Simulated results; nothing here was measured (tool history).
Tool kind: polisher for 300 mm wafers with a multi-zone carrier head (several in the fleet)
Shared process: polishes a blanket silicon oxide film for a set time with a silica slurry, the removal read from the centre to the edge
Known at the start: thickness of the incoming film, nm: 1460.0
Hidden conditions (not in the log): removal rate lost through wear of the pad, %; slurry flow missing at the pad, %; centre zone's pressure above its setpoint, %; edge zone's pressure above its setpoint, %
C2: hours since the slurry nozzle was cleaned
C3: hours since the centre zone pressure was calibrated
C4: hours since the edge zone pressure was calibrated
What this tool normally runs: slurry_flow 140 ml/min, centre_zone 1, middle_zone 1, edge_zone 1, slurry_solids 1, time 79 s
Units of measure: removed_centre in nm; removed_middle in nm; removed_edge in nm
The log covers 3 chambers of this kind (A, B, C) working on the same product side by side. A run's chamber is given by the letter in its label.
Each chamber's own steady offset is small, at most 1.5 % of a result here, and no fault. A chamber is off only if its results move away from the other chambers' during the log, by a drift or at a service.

{"run": "1B", "hour": 7.0, "slurry_flow": 140, "centre_zone": 1, "middle_zone": 1, "edge_zone": 1, "slurry_solids": 1, "time": 79, "wafers polished on this pad": 708, "C2": 437.2, "C3": 50.1, "C4": 207.5, "removed_centre": 201.01, "removed_middle": 202.79, "removed_edge": 209.57}
{"run": "2C", "hour": 15.8, "slurry_flow": 140, "centre_zone": 1, "middle_zone": 1, "edge_zone": 1, "slurry_solids": 1, "time": 79, "wafers polished on this pad": 493, "C2": 218.9, "C3": 436.8, "C4": 345.9, "removed_centre": 206.13, "removed_middle": 204.83, "removed_edge": 207.46}
{"run": "3A", "hour": 24.7, "slurry_flow": 140, "centre_zone": 1, "middle_zone": 1, "edge_zone": 1, "slurry_solids": 1, "time": 79, "wafers polished on this pad": 340, "C2": 447.2, "C3": 63.9, "C4": 1100.6, "removed_centre": 201.23, "removed_middle": 206.74, "removed_edge": 202.56}
{"run": "4A", "hour": 30.3, "slurry_flow": 140, "centre_zone": 1, "middle_zone": 1, "edge_zone": 1, "slurry_solids": 1, "time": 79, "wafers polished on this pad": 375, "C2": 452.8, "C3": 69.5, "C4": 1106.2, "removed_centre": 202.88, "removed_middle": 204.66, "removed_edge": 205.17}
{"run": "5C", "hour": 39.4, "slurry_flow": 140, "centre_zone": 1, "middle_zone": 1, "edge_zone": 1, "slurry_solids": 1, "time": 79, "wafers polished on this pad": 639, "C2": 242.5, "C3": 460.4, "C4": 369.5, "removed_centre": 203.69, "removed_middle": 199.86, "removed_edge": 207.85}
{"run": "6B", "hour": 43.5, "slurry_flow": 140, "centre_zone": 1, "middle_zone": 1, "edge_zone": 1, "slurry_solids": 1, "time": 79, "wafers polished on this pad": 934, "C2": 473.7, "C3": 86.6, "C4": 244, "removed_centre": 206.33, "removed_middle": 203.34, "removed_edge": 207.53}
{"hour": 44.9, "done": "chamber B: slurry nozzle cleaned"}
{"run": "7A", "hour": 50.7, "slurry_flow": 140, "centre_zone": 1, "middle_zone": 1, "edge_zone": 1, "slurry_solids": 1, "time": 79, "wafers polished on this pad": 501, "C2": 473.2, "C3": 89.9, "C4": 1126.6, "removed_centre": 202.12, "removed_middle": 197.74, "removed_edge": 201.42}
{"run": "8B", "hour": 58.0, "slurry_flow": 140, "centre_zone": 1, "middle_zone": 1, "edge_zone": 1, "slurry_solids": 1, "time": 79, "wafers polished on this pad": 1023, "C2": 13.2, "C3": 101.1, "C4": 258.5, "removed_centre": 203.99, "removed_middle": 205.51, "removed_edge": 202.98}
{"run": "9C", "hour": 66.3, "slurry_flow": 140, "centre_zone": 1, "middle_zone": 1, "edge_zone": 1, "slurry_solids": 1, "time": 79, "wafers polished on this pad": 805, "C2": 269.4, "C3": 487.3, "C4": 396.4, "removed_centre": 210.6, "removed_middle": 201.7, "removed_edge": 200.91}
{"run": "10B", "hour": 71.7, "slurry_flow": 140, "centre_zone": 1, "middle_zone": 1, "edge_zone": 1, "slurry_solids": 1, "time": 79, "wafers polished on this pad": 1108, "C2": 26.9, "C3": 114.8, "C4": 272.2, "removed_centre": 205.88, "removed_middle": 205.86, "removed_edge": 202.86}
{"run": "11C", "hour": 79.1, "slurry_flow": 140, "centre_zone": 1, "middle_zone": 1, "edge_zone": 1, "slurry_solids": 1, "time": 79, "wafers polished on this pad": 884, "C2": 282.2, "C3": 500.1, "C4": 409.2, "removed_centre": 205.68, "removed_middle": 198.1, "removed_edge": 204.42}
{"run": "12A", "hour": 87.6, "slurry_flow": 140, "centre_zone": 1, "middle_zone": 1, "edge_zone": 1, "slurry_solids": 1, "time": 79, "wafers polished on this pad": 729, "C2": 510.1, "C3": 126.8, "C4": 1163.5, "removed_centre": 205.01, "removed_middle": 202.37, "removed_edge": 202.24}
{"hour": 88.5, "done": "chamber A: worn pad replaced by a new one"}
{"run": "13A", "hour": 93.0, "slurry_flow": 140, "centre_zone": 1, "middle_zone": 1, "edge_zone": 1, "slurry_solids": 1, "time": 79, "wafers polished on this pad": 28, "C2": 515.5, "C3": 132.2, "C4": 1168.9, "removed_centre": 205.06, "removed_middle": 206.97, "removed_edge": 205.59}
{"run": "14C", "hour": 98.9, "slurry_flow": 140, "centre_zone": 1, "middle_zone": 1, "edge_zone": 1, "slurry_solids": 1, "time": 79, "wafers polished on this pad": 1007, "C2": 302, "C3": 519.9, "C4": 429, "removed_centre": 201.33, "removed_middle": 199.27, "removed_edge": 195.51}
{"run": "15B", "hour": 105.6, "slurry_flow": 140, "centre_zone": 1, "middle_zone": 1, "edge_zone": 1, "slurry_solids": 1, "time": 79, "wafers polished on this pad": 1317, "C2": 60.8, "C3": 148.7, "C4": 306.1, "removed_centre": 202.57, "removed_middle": 201.43, "removed_edge": 204.02}
{"run": "16B", "hour": 113.5, "slurry_flow": 140, "centre_zone": 1, "middle_zone": 1, "edge_zone": 1, "slurry_solids": 1.2, "time": 79, "wafers polished on this pad": 1366, "C2": 68.7, "C3": 156.6, "C4": 314, "removed_centre": 224.46, "removed_middle": 216.3, "removed_edge": 219.99}
{"run": "17C", "hour": 122.4, "slurry_flow": 140, "centre_zone": 1, "middle_zone": 1, "edge_zone": 1, "slurry_solids": 1.2, "time": 79, "wafers polished on this pad": 1152, "C2": 325.5, "C3": 543.4, "C4": 452.5, "removed_centre": 217.77, "removed_middle": 213.71, "removed_edge": 215.3}
{"run": "18A", "hour": 131.8, "slurry_flow": 140, "centre_zone": 1, "middle_zone": 1, "edge_zone": 1, "slurry_solids": 1.2, "time": 79, "wafers polished on this pad": 267, "C2": 554.3, "C3": 171, "C4": 1207.7, "removed_centre": 219.17, "removed_middle": 222.72, "removed_edge": 224.31}
{"run": "19B", "hour": 136.3, "slurry_flow": 140, "centre_zone": 1, "middle_zone": 1, "edge_zone": 1, "slurry_solids": 1, "time": 79, "wafers polished on this pad": 1507, "C2": 91.5, "C3": 179.4, "C4": 336.8, "removed_centre": 203.21, "removed_middle": 204.37, "removed_edge": 203.61}
{"run": "20A", "hour": 141.3, "slurry_flow": 140, "centre_zone": 1, "middle_zone": 1, "edge_zone": 1, "slurry_solids": 1, "time": 79, "wafers polished on this pad": 326, "C2": 563.8, "C3": 180.5, "C4": 1217.2, "removed_centre": 203.93, "removed_middle": 203.89, "removed_edge": 201.13}
{"hour": 147.3, "done": "chamber B: worn pad replaced by a new one"}
{"run": "21C", "hour": 148.1, "slurry_flow": 95, "centre_zone": 1.08, "middle_zone": 1, "edge_zone": 1, "slurry_solids": 1, "time": 79, "wafers polished on this pad": 1311, "C2": 351.2, "C3": 569.1, "C4": 478.2, "removed_centre": 192.47, "removed_middle": 176.94, "removed_edge": 186.56}
{"hour": 148.6, "done": "chamber C: worn pad replaced by a new one"}
{"run": "22C", "hour": 156.9, "slurry_flow": 95, "centre_zone": 1.08, "middle_zone": 1, "edge_zone": 1, "slurry_solids": 1, "time": 79, "wafers polished on this pad": 51, "C2": 360, "C3": 577.9, "C4": 487, "removed_centre": 187.31, "removed_middle": 175.57, "removed_edge": 182.71}
{"run": "23B", "hour": 162.8, "slurry_flow": 95, "centre_zone": 1.08, "middle_zone": 1, "edge_zone": 1, "slurry_solids": 1, "time": 79, "wafers polished on this pad": 96, "C2": 118, "C3": 205.9, "C4": 363.3, "removed_centre": 202.92, "removed_middle": 182.84, "removed_edge": 190.58}
{"run": "24A", "hour": 167.0, "slurry_flow": 140, "centre_zone": 1, "middle_zone": 1, "edge_zone": 1, "slurry_solids": 1, "time": 79, "wafers polished on this pad": 485, "C2": 589.5, "C3": 206.2, "C4": 1242.9, "removed_centre": 201.17, "removed_middle": 204.24, "removed_edge": 198.43}
{"run": "25A", "hour": 175.3, "slurry_flow": 140, "centre_zone": 1, "middle_zone": 1, "edge_zone": 1, "slurry_solids": 1, "time": 79, "wafers polished on this pad": 536, "C2": 597.8, "C3": 214.5, "C4": 1251.2, "removed_centre": 200.07, "removed_middle": 202.15, "removed_edge": 207.37}
{"run": "26B", "hour": 184.1, "slurry_flow": 140, "centre_zone": 1, "middle_zone": 1, "edge_zone": 1, "slurry_solids": 1, "time": 79, "wafers polished on this pad": 227, "C2": 139.3, "C3": 227.2, "C4": 384.6, "removed_centre": 203.37, "removed_middle": 201.56, "removed_edge": 204.61}
{"run": "27C", "hour": 189.7, "slurry_flow": 140, "centre_zone": 1, "middle_zone": 1, "edge_zone": 1, "slurry_solids": 1, "time": 79, "wafers polished on this pad": 254, "C2": 392.8, "C3": 610.7, "C4": 519.8, "removed_centre": 194.01, "removed_middle": 197.46, "removed_edge": 194.55}
{"run": "28B", "hour": 194.6, "slurry_flow": 140, "centre_zone": 1, "middle_zone": 1, "edge_zone": 1, "slurry_solids": 1, "time": 79, "wafers polished on this pad": 292, "C2": 149.8, "C3": 237.7, "C4": 395.1, "removed_centre": 203.67, "removed_middle": 202.28, "removed_edge": 202.11}
{"hour": 199.6, "done": "chamber A: worn pad replaced by a new one"}
{"run": "29A", "hour": 200.5, "slurry_flow": 175, "centre_zone": 1, "middle_zone": 1, "edge_zone": 1.11, "slurry_solids": 1, "time": 79, "wafers polished on this pad": 5, "C2": 623, "C3": 239.7, "C4": 1276.4, "removed_centre": 210.16, "removed_middle": 215.33, "removed_edge": 225}
{"run": "30C", "hour": 208.8, "slurry_flow": 175, "centre_zone": 1, "middle_zone": 1, "edge_zone": 1.11, "slurry_solids": 1, "time": 79, "wafers polished on this pad": 372, "C2": 411.9, "C3": 629.8, "C4": 538.9, "removed_centre": 205.21, "removed_middle": 200.53, "removed_edge": 218.9}
{"run": "31C", "hour": 218.0, "slurry_flow": 175, "centre_zone": 1, "middle_zone": 1, "edge_zone": 1.11, "slurry_solids": 1, "time": 79, "wafers polished on this pad": 429, "C2": 421.1, "C3": 639, "C4": 548.1, "removed_centre": 205.7, "removed_middle": 203.62, "removed_edge": 207.54}
{"run": "32B", "hour": 226.5, "slurry_flow": 140, "centre_zone": 0.93, "middle_zone": 1, "edge_zone": 1, "slurry_solids": 1, "time": 79, "wafers polished on this pad": 490, "C2": 181.7, "C3": 269.6, "C4": 427, "removed_centre": 190.87, "removed_middle": 204.95, "removed_edge": 204.13}
{"run": "33A", "hour": 236.0, "slurry_flow": 140, "centre_zone": 0.93, "middle_zone": 1, "edge_zone": 1, "slurry_solids": 1, "time": 79, "wafers polished on this pad": 225, "C2": 658.5, "C3": 275.2, "C4": 1311.9, "removed_centre": 184.51, "removed_middle": 203.75, "removed_edge": 201.22}
{"run": "34C", "hour": 241.5, "slurry_flow": 140, "centre_zone": 0.93, "middle_zone": 1, "edge_zone": 1, "slurry_solids": 1, "time": 79, "wafers polished on this pad": 574, "C2": 444.6, "C3": 662.5, "C4": 571.6, "removed_centre": 176.56, "removed_middle": 185.45, "removed_edge": 195.6}
{"run": "35B", "hour": 249.1, "slurry_flow": 140, "centre_zone": 1, "middle_zone": 1, "edge_zone": 1, "slurry_solids": 1, "time": 79, "wafers polished on this pad": 629, "C2": 204.3, "C3": 292.2, "C4": 449.6, "removed_centre": 203.97, "removed_middle": 203.62, "removed_edge": 204.32}
{"run": "36A", "hour": 257.6, "slurry_flow": 140, "centre_zone": 1, "middle_zone": 1, "edge_zone": 1, "slurry_solids": 1, "time": 79, "wafers polished on this pad": 358, "C2": 680.1, "C3": 296.8, "C4": 1333.5, "removed_centre": 203.26, "removed_middle": 199.23, "removed_edge": 202.7}
{"run": "37A", "hour": 262.9, "slurry_flow": 140, "centre_zone": 1, "middle_zone": 1, "edge_zone": 1, "slurry_solids": 1, "time": 79, "wafers polished on this pad": 391, "C2": 685.4, "C3": 302.1, "C4": 1338.8, "removed_centre": 203.41, "removed_middle": 205.19, "removed_edge": 206.3}
{"run": "38B", "hour": 270.1, "slurry_flow": 140, "centre_zone": 1, "middle_zone": 1, "edge_zone": 1, "slurry_solids": 1, "time": 79, "wafers polished on this pad": 759, "C2": 225.3, "C3": 313.2, "C4": 470.6, "removed_centre": 202.48, "removed_middle": 204.8, "removed_edge": 210.69}

What goes on in this fleet: one chamber off, a drifting gauge, or nothing beyond the chambers' own small offsets? Name the chamber and the cause, if any.

Chamber C drifts away from the others.
Most likely cause: slurry flow missing at the pad, % = 30.6.

Chamber C could run next with any of the 4 candidate recipes listed below; each alters the usual settings, and their results appear as question marks. Which one brings its results back in line with what the other chambers deliver on the usual settings?
In line here means within this much of the mean the other chambers give on the usual settings: removed_centre 6.4 nm; removed_middle 8.9 nm; removed_edge 9 nm
{"run": "39C-1", "hour": 276.9, "slurry_flow": 140, "centre_zone": 1, "middle_zone": 0.99, "edge_zone": 1, "slurry_solids": 1, "time": 77, "removed_centre": "?", "removed_middle": "?", "removed_edge": "?"}
{"run": "39C-2", "hour": 276.9, "slurry_flow": 140, "centre_zone": 1, "middle_zone": 1.01, "edge_zone": 1, "slurry_solids": 1, "time": 81, "removed_centre": "?", "removed_middle": "?", "removed_edge": "?"}
{"run": "39C-3", "hour": 276.9, "slurry_flow": 135, "centre_zone": 0.99, "middle_zone": 0.99, "edge_zone": 1.01, "slurry_solids": 1, "time": 74, "removed_centre": "?", "removed_middle": "?", "removed_edge": "?"}
{"run": "39C-4", "hour": 276.9, "slurry_flow": 145, "centre_zone": 1.01, "middle_zone": 1.01, "edge_zone": 0.99, "slurry_solids": 1, "time": 84, "removed_centre": "?", "removed_middle": "?", "removed_edge": "?"}

Average result of the remaining chambers running the usual settings: removed_centre 203.52 nm; removed_middle 203.54 nm; removed_edge 203.87 nm
run=39C-1 removed_centre=180.92 removed_middle=180.28 removed_edge=186.04
run=39C-2 removed_centre=190.35 removed_middle=193.11 removed_edge=195.65
run=39C-3 removed_centre=169.85 removed_middle=171.44 removed_edge=178.45
run=39C-4 removed_centre=201.88 removed_middle=202.24 removed_edge=203.18
39C-4 brings the chamber back in line.
